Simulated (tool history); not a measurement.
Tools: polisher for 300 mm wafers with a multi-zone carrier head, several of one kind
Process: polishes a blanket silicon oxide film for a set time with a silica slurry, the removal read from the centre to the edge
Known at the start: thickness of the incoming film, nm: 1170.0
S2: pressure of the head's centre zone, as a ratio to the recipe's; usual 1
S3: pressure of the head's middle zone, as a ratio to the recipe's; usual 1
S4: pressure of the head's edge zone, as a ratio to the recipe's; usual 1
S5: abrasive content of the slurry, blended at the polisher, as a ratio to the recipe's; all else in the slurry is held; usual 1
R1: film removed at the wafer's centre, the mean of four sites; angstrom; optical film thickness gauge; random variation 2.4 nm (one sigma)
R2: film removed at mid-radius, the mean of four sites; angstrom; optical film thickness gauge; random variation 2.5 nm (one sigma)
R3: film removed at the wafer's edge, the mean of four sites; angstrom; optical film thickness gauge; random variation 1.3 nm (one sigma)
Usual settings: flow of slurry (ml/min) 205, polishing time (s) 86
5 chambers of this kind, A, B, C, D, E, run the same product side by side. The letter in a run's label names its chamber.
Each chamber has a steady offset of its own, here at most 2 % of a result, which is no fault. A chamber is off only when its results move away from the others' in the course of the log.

{"run": "1D", "hour": 6.2, "flow of slurry (ml/min)": 205, "S2": 1, "S3": 1, "S4": 1, "S5": 1, "polishing time (s)": 86, "R1": 1844.9, "R2": 1803.9, "R3": 1829}
{"hour": 8.4, "done": "chamber A: centre zone pressure recalibrated"}
{"run": "2C", "hour": 13.5, "flow of slurry (ml/min)": 205, "S2": 1, "S3": 1, "S4": 1, "S5": 1, "polishing time (s)": 86, "R1": 1828.8, "R2": 1778.7, "R3": 1815.8}
{"run": "3E", "hour": 19.0, "flow of slurry (ml/min)": 205, "S2": 1, "S3": 1, "S4": 1, "S5": 1, "polishing time (s)": 86, "R1": 1849.6, "R2": 1861.2, "R3": 1834.8}
{"run": "4A", "hour": 26.5, "flow of slurry (ml/min)": 205, "S2": 1, "S3": 1, "S4": 1, "S5": 1, "polishing time (s)": 86, "R1": 1824.1, "R2": 1881.5, "R3": 1809}
{"hour": 27.2, "done": "chamber B: worn pad replaced by a new one"}
{"run": "5B", "hour": 32.8, "flow of slurry (ml/min)": 205, "S2": 1, "S3": 1, "S4": 1, "S5": 1, "polishing time (s)": 86, "R1": 1781.6, "R2": 1815.3, "R3": 1837}
{"run": "6A", "hour": 37.9, "flow of slurry (ml/min)": 205, "S2": 1, "S3": 1, "S4": 1, "S5": 1, "polishing time (s)": 86, "R1": 1868.5, "R2": 1863.4, "R3": 1796}
{"run": "7B", "hour": 45.9, "flow of slurry (ml/min)": 205, "S2": 1, "S3": 1, "S4": 1, "S5": 1, "polishing time (s)": 86, "R1": 1812.3, "R2": 1857.2, "R3": 1821.5}
{"run": "8D", "hour": 50.2, "flow of slurry (ml/min)": 205, "S2": 1, "S3": 1, "S4": 1, "S5": 1, "polishing time (s)": 86, "R1": 1839.3, "R2": 1895.3, "R3": 1819.7}
{"hour": 57.6, "done": "chamber B: centre zone pressure recalibrated"}
{"run": "9C", "hour": 57.6, "flow of slurry (ml/min)": 205, "S2": 1, "S3": 1, "S4": 1.07, "S5": 1, "polishing time (s)": 86, "R1": 1817, "R2": 1758, "R3": 1857.4}
{"run": "10E", "hour": 64.4, "flow of slurry (ml/min)": 205, "S2": 1, "S3": 1, "S4": 1.07, "S5": 1, "polishing time (s)": 86, "R1": 1814.6, "R2": 1804.6, "R3": 1883.9}
{"hour": 65.1, "done": "chamber A: worn pad replaced by a new one"}
{"run": "11C", "hour": 69.0, "flow of slurry (ml/min)": 205, "S2": 1, "S3": 1, "S4": 1.07, "S5": 1, "polishing time (s)": 86, "R1": 1849.2, "R2": 1789.6, "R3": 1866.4}
{"hour": 73.8, "done": "chamber C: worn pad replaced by a new one"}
{"run": "12E", "hour": 74.9, "flow of slurry (ml/min)": 205, "S2": 1, "S3": 1, "S4": 1.07, "S5": 1, "polishing time (s)": 86, "R1": 1835.6, "R2": 1890.3, "R3": 1895.6}
{"hour": 81.9, "done": "chamber D: worn pad replaced by a new one"}
{"run": "13B", "hour": 82.6, "flow of slurry (ml/min)": 205, "S2": 1, "S3": 1, "S4": 1.07, "S5": 1, "polishing time (s)": 86, "R1": 1803.4, "R2": 1796.1, "R3": 1922.3}
{"run": "14D", "hour": 89.4, "flow of slurry (ml/min)": 205, "S2": 1, "S3": 1, "S4": 1, "S5": 1, "polishing time (s)": 86, "R1": 1878.7, "R2": 1833.5, "R3": 1847.7}
{"hour": 91.6, "done": "chamber E: worn pad replaced by a new one"}
{"hour": 93.4, "done": "chamber E: edge zone pressure recalibrated"}
{"run": "15A", "hour": 94.8, "flow of slurry (ml/min)": 205, "S2": 1, "S3": 1, "S4": 1, "S5": 1, "polishing time (s)": 86, "R1": 1796, "R2": 1875.6, "R3": 1802.4}
{"run": "16A", "hour": 99.1, "flow of slurry (ml/min)": 205, "S2": 1, "S3": 1, "S4": 1, "S5": 1, "polishing time (s)": 86, "R1": 1830.4, "R2": 1861.6, "R3": 1814}
{"run": "17E", "hour": 103.0, "flow of slurry (ml/min)": 205, "S2": 1, "S3": 1, "S4": 1, "S5": 1, "polishing time (s)": 86, "R1": 1814.8, "R2": 1846.2, "R3": 1847.6}
{"run": "18C", "hour": 109.4, "flow of slurry (ml/min)": 205, "S2": 1, "S3": 1, "S4": 1.06, "S5": 1, "polishing time (s)": 63, "R1": 1367.5, "R2": 1348.6, "R3": 1369.7}
{"run": "19B", "hour": 116.2, "flow of slurry (ml/min)": 205, "S2": 1, "S3": 1, "S4": 1.06, "S5": 1, "polishing time (s)": 63, "R1": 1336.6, "R2": 1327.2, "R3": 1374.2}
{"run": "20D", "hour": 121.4, "flow of slurry (ml/min)": 205, "S2": 1, "S3": 1, "S4": 1.06, "S5": 1, "polishing time (s)": 63, "R1": 1422.9, "R2": 1368, "R3": 1388.9}
{"hour": 124.9, "done": "chamber B: worn pad replaced by a new one"}
{"run": "21C", "hour": 125.9, "flow of slurry (ml/min)": 205, "S2": 1, "S3": 1, "S4": 1.06, "S5": 1, "polishing time (s)": 63, "R1": 1324.9, "R2": 1298.9, "R3": 1368.1}
{"run": "22B", "hour": 133.7, "flow of slurry (ml/min)": 205, "S2": 1, "S3": 1, "S4": 1.06, "S5": 1, "polishing time (s)": 63, "R1": 1316.1, "R2": 1321.2, "R3": 1398.8}
{"run": "23E", "hour": 137.7, "flow of slurry (ml/min)": 205, "S2": 1, "S3": 1.05, "S4": 1, "S5": 1, "polishing time (s)": 61, "R1": 1287.8, "R2": 1360.7, "R3": 1322.2}
{"run": "24D", "hour": 146.0, "flow of slurry (ml/min)": 205, "S2": 1, "S3": 1.05, "S4": 1, "S5": 1, "polishing time (s)": 61, "R1": 1367.9, "R2": 1365.9, "R3": 1296.5}
{"run": "25A", "hour": 150.0, "flow of slurry (ml/min)": 205, "S2": 1, "S3": 1.05, "S4": 1, "S5": 1, "polishing time (s)": 61, "R1": 1278.1, "R2": 1373.7, "R3": 1282.8}
{"run": "26D", "hour": 155.1, "flow of slurry (ml/min)": 205, "S2": 1, "S3": 1.05, "S4": 1, "S5": 1, "polishing time (s)": 61, "R1": 1362.8, "R2": 1342.4, "R3": 1308.7}
{"hour": 160.0, "done": "chamber C: worn pad replaced by a new one"}
{"run": "27B", "hour": 160.4, "flow of slurry (ml/min)": 205, "S2": 1, "S3": 1.05, "S4": 1, "S5": 1, "polishing time (s)": 61, "R1": 1256.3, "R2": 1358.5, "R3": 1294.7}
{"run": "28A", "hour": 168.5, "flow of slurry (ml/min)": 205, "S2": 1, "S3": 1, "S4": 1, "S5": 1, "polishing time (s)": 86, "R1": 1813, "R2": 1818, "R3": 1818.8}
{"hour": 169.5, "done": "chamber A: worn pad replaced by a new one"}
{"run": "29C", "hour": 175.8, "flow of slurry (ml/min)": 205, "S2": 1, "S3": 1, "S4": 1, "S5": 1, "polishing time (s)": 86, "R1": 1843.4, "R2": 1788.3, "R3": 1806.6}
{"run": "30E", "hour": 179.4, "flow of slurry (ml/min)": 205, "S2": 1, "S3": 1, "S4": 1, "S5": 1, "polishing time (s)": 86, "R1": 1850.1, "R2": 1837.8, "R3": 1839.1}
{"hour": 183.3, "done": "chamber D: worn pad replaced by a new one"}
{"run": "31C", "hour": 185.3, "flow of slurry (ml/min)": 205, "S2": 1, "S3": 1, "S4": 1, "S5": 1, "polishing time (s)": 86, "R1": 1868.4, "R2": 1822.5, "R3": 1806}
{"run": "32A", "hour": 193.3, "flow of slurry (ml/min)": 205, "S2": 1, "S3": 1, "S4": 1, "S5": 1, "polishing time (s)": 86, "R1": 1875, "R2": 1836.6, "R3": 1803.1}
{"run": "33B", "hour": 197.1, "flow of slurry (ml/min)": 205, "S2": 1, "S3": 1, "S4": 1, "S5": 1, "polishing time (s)": 86, "R1": 1760.6, "R2": 1805.7, "R3": 1834.9}
{"run": "34E", "hour": 202.9, "flow of slurry (ml/min)": 205, "S2": 1, "S3": 1, "S4": 1, "S5": 1, "polishing time (s)": 86, "R1": 1846.1, "R2": 1814, "R3": 1835.6}
{"hour": 204.0, "done": "chamber B: worn pad replaced by a new one"}
{"run": "35D", "hour": 209.3, "flow of slurry (ml/min)": 205, "S2": 1, "S3": 1, "S4": 1, "S5": 1, "polishing time (s)": 86, "R1": 1982.2, "R2": 1823.7, "R3": 1814.5}
{"hour": 213.3, "done": "chamber E: worn pad replaced by a new one"}
{"run": "36D", "hour": 216.5, "flow of slurry (ml/min)": 205, "S2": 1, "S3": 1, "S4": 1, "S5": 1, "polishing time (s)": 86, "R1": 1974.8, "R2": 1770.8, "R3": 1856.8}
{"run": "37C", "hour": 222.2, "flow of slurry (ml/min)": 205, "S2": 1, "S3": 1, "S4": 1, "S5": 1, "polishing time (s)": 86, "R1": 1821, "R2": 1818, "R3": 1797.8}
{"run": "38A", "hour": 227.2, "flow of slurry (ml/min)": 205, "S2": 1, "S3": 1, "S4": 1, "S5": 1, "polishing time (s)": 86, "R1": 1817, "R2": 1858.1, "R3": 1789.8}
{"run": "39B", "hour": 232.1, "flow of slurry (ml/min)": 205, "S2": 1, "S3": 1, "S4": 1, "S5": 1, "polishing time (s)": 86, "R1": 1779.7, "R2": 1827.3, "R3": 1835.2}
{"run": "40E", "hour": 239.5, "flow of slurry (ml/min)": 205, "S2": 1, "S3": 1, "S4": 1, "S5": 1, "polishing time (s)": 86, "R1": 1883.5, "R2": 1819.7, "R3": 1836.8}
{"run": "41E", "hour": 246.5, "flow of slurry (ml/min)": 205, "S2": 1, "S3": 1, "S4": 1, "S5": 1, "polishing time (s)": 86, "R1": 1836.4, "R2": 1893, "R3": 1838.6}
{"run": "42A", "hour": 251.2, "flow of slurry (ml/min)": 205, "S2": 1, "S3": 1, "S4": 1, "S5": 1, "polishing time (s)": 86, "R1": 1865.6, "R2": 1856.1, "R3": 1803.2}
{"run": "43B", "hour": 257.2, "flow of slurry (ml/min)": 205, "S2": 1, "S3": 1, "S4": 1, "S5": 1, "polishing time (s)": 86, "R1": 1803.9, "R2": 1801.3, "R3": 1818.8}

Is one chamber off against the others, does the gauge drift, or is nothing wrong? If a chamber is off, say which, and what the likeliest cause is.

Chamber D drifts away from the others.
Cause: centre zone's pressure above its setpoint, % = 10.8.

Here are 4 candidates for chamber D's next run, each the usual settings with a change, their results left as question marks. Which one brings its results back in line with what the others give on the usual settings?
In line means no further than this from the other chambers' mean on the usual settings: R1 85 angstrom; R2 89 angstrom; R3 46 angstrom
{"run": "44D-1", "hour": 263.1, "flow of slurry (ml/min)": 205, "S2": 1.02, "S3": 1, "S4": 0.99, "S5": 1, "polishing time (s)": 86, "R1": "?", "R2": "?", "R3": "?"}
{"run": "44D-2", "hour": 263.1, "flow of slurry (ml/min)": 210, "S2": 1.08, "S3": 0.98, "S4": 0.97, "S5": 1, "polishing time (s)": 87, "R1": "?", "R2": "?", "R3": "?"}
{"run": "44D-3", "hour": 263.1, "flow of slurry (ml/min)": 205, "S2": 0.98, "S3": 1, "S4": 1.01, "S5": 1, "polishing time (s)": 86, "R1": "?", "R2": "?", "R3": "?"}
{"run": "44D-4", "hour": 263.1, "flow of slurry (ml/min)": 200, "S2": 0.92, "S3": 1.02, "S4": 1.03, "S5": 1, "polishing time (s)": 85, "R1": "?", "R2": "?", "R3": "?"}

The other chambers' mean on the usual settings: R1 1821.1 angstrom; R2 1828.1 angstrom; R3 1821.6 angstrom
run=44D-1 R1=2058.3 R2=1813 R3=1809.5
run=44D-2 R1=2225 R2=1806.3 R3=1816
run=44D-3 R1=1969.6 R2=1813.4 R3=1828.9
run=44D-4 R1=1808.2 R2=1818.9 R3=1821.4
44D-4 brings the chamber back in line.

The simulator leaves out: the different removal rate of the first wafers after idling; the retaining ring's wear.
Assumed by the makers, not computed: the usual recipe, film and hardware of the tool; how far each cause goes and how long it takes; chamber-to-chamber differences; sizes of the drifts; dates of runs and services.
